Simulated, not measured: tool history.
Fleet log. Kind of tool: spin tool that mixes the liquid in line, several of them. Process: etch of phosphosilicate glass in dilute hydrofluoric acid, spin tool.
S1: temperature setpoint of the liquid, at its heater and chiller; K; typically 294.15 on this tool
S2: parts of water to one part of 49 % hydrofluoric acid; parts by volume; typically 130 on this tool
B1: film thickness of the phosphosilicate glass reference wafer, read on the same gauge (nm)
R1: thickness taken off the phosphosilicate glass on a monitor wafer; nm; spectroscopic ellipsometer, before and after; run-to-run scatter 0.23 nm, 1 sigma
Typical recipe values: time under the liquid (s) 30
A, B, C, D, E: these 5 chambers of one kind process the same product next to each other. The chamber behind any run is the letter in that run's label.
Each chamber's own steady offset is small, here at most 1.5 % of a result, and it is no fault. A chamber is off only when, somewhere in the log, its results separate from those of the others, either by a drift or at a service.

Run 1D, hour 7.0: usual settings; B1 150.00. Result: R1 26.241 nm.
Run 2B, hour 14.0: usual settings; B1 149.99. Result: R1 25.840 nm.
Run 3E, hour 28.4: usual settings; B1 150.02. Result: R1 25.456 nm.
Run 4C, hour 37.8: usual settings; B1 149.99. Result: R1 25.887 nm.
Run 5A, hour 49.0: usual settings; B1 149.97. Result: R1 25.337 nm.
Run 6A, hour 59.4: usual settings; B1 149.95. Result: R1 25.933 nm.
Run 7B, hour 73.1: usual settings but S1 292.15 K, S2 165 parts by volume; B1 150.02. Result: R1 18.178 nm.
Run 8E, hour 83.4: usual settings but S1 292.15 K, S2 165 parts by volume; B1 149.97. Result: R1 17.790 nm.
Run 9C, hour 96.5: usual settings but S1 292.15 K, S2 165 parts by volume; B1 150.08. Result: R1 18.328 nm.
Run 10D, hour 107.4: usual settings but S1 292.15 K, S2 165 parts by volume; B1 150.01. Result: R1 17.903 nm.
Run 11A, hour 120.0: usual settings but S1 292.15 K, S2 165 parts by volume; B1 150.05. Result: R1 17.823 nm.
Run 12E, hour 127.9: usual settings; B1 149.98. Result: R1 25.791 nm.
At hour 128.6: chamber B: hydrofluoric acid flow meter replaced.
Run 13D, hour 135.2: usual settings; B1 150.02. Result: R1 25.926 nm.
Run 14B, hour 150.3: usual settings; B1 149.97. Result: R1 25.550 nm.
Run 15C, hour 163.1: usual settings; B1 150.04. Result: R1 26.742 nm.
Run 16E, hour 171.3: usual settings; B1 150.05. Result: R1 25.344 nm.
Run 17C, hour 183.5: usual settings; B1 150.01. Result: R1 26.192 nm.
Run 18A, hour 198.3: usual settings; B1 149.96. Result: R1 25.509 nm.
Run 19D, hour 206.6: usual settings; B1 150.00. Result: R1 25.679 nm.
Run 20B, hour 221.6: usual settings; B1 150.05. Result: R1 25.546 nm.
Run 21B, hour 231.2: usual settings; B1 150.00. Result: R1 25.648 nm.
Run 22A, hour 244.7: usual settings; B1 149.98. Result: R1 25.886 nm.
Run 23D, hour 254.0: usual settings; B1 149.96. Result: R1 26.053 nm.
Run 24C, hour 260.6: usual settings; B1 149.97. Result: R1 27.078 nm.
Run 25E, hour 275.8: usual settings but S1 290.65 K, time under the liquid (s) 45; B1 150.06. Result: R1 32.947 nm.
Run 26A, hour 285.2: usual settings but S1 290.65 K, time under the liquid (s) 45; B1 150.04. Result: R1 33.106 nm.
Run 27D, hour 292.2: usual settings but S1 290.65 K, time under the liquid (s) 45; B1 149.98. Result: R1 32.799 nm.
Run 28C, hour 300.7: usual settings but S1 290.65 K, time under the liquid (s) 45; B1 149.95. Result: R1 35.479 nm.
Run 29E, hour 314.9: usual settings but S1 290.65 K, time under the liquid (s) 45; B1 149.98. Result: R1 32.995 nm.
Run 30B, hour 326.2: usual settings; B1 150.00. Result: R1 25.343 nm.
Run 31C, hour 335.7: usual settings; B1 149.97. Result: R1 27.336 nm.
Run 32B, hour 343.0: usual settings; B1 150.04. Result: R1 25.941 nm.
Run 33D, hour 355.2: usual settings but time under the liquid (s) 15; B1 150.01. Result: R1 12.963 nm.
Run 34E, hour 369.1: usual settings but time under the liquid (s) 15; B1 150.02. Result: R1 12.770 nm.
Run 35A, hour 381.8: usual settings but time under the liquid (s) 15; B1 150.02. Result: R1 12.555 nm.
Run 36A, hour 395.0: usual settings but time under the liquid (s) 15; B1 149.95. Result: R1 13.015 nm.
Run 37E, hour 403.1: usual settings but time under the liquid (s) 15; B1 150.03. Result: R1 12.616 nm.
Run 38D, hour 409.8: usual settings; B1 150.04. Result: R1 25.802 nm.
Run 39C, hour 417.2: usual settings; B1 150.00. Result: R1 28.095 nm.
Run 40B, hour 424.6: usual settings but S1 291.65 K, S2 80 parts by volume; B1 150.07. Result: R1 39.023 nm.

Next, every chamber runs the same settings. What will each give?
Run 41A, hour 435.5: usual settings. Result: R1 ?.
Run 41B, hour 435.5: usual settings. Result: R1 ?.
Run 41C, hour 435.5: usual settings. Result: R1 ?.
Run 41D, hour 435.5: usual settings. Result: R1 ?.
Run 41E, hour 435.5: usual settings. Result: R1 ?.

run      R1
41A  25.624
41B  24.967
41C  28.413
41D  25.631
41E  25.498

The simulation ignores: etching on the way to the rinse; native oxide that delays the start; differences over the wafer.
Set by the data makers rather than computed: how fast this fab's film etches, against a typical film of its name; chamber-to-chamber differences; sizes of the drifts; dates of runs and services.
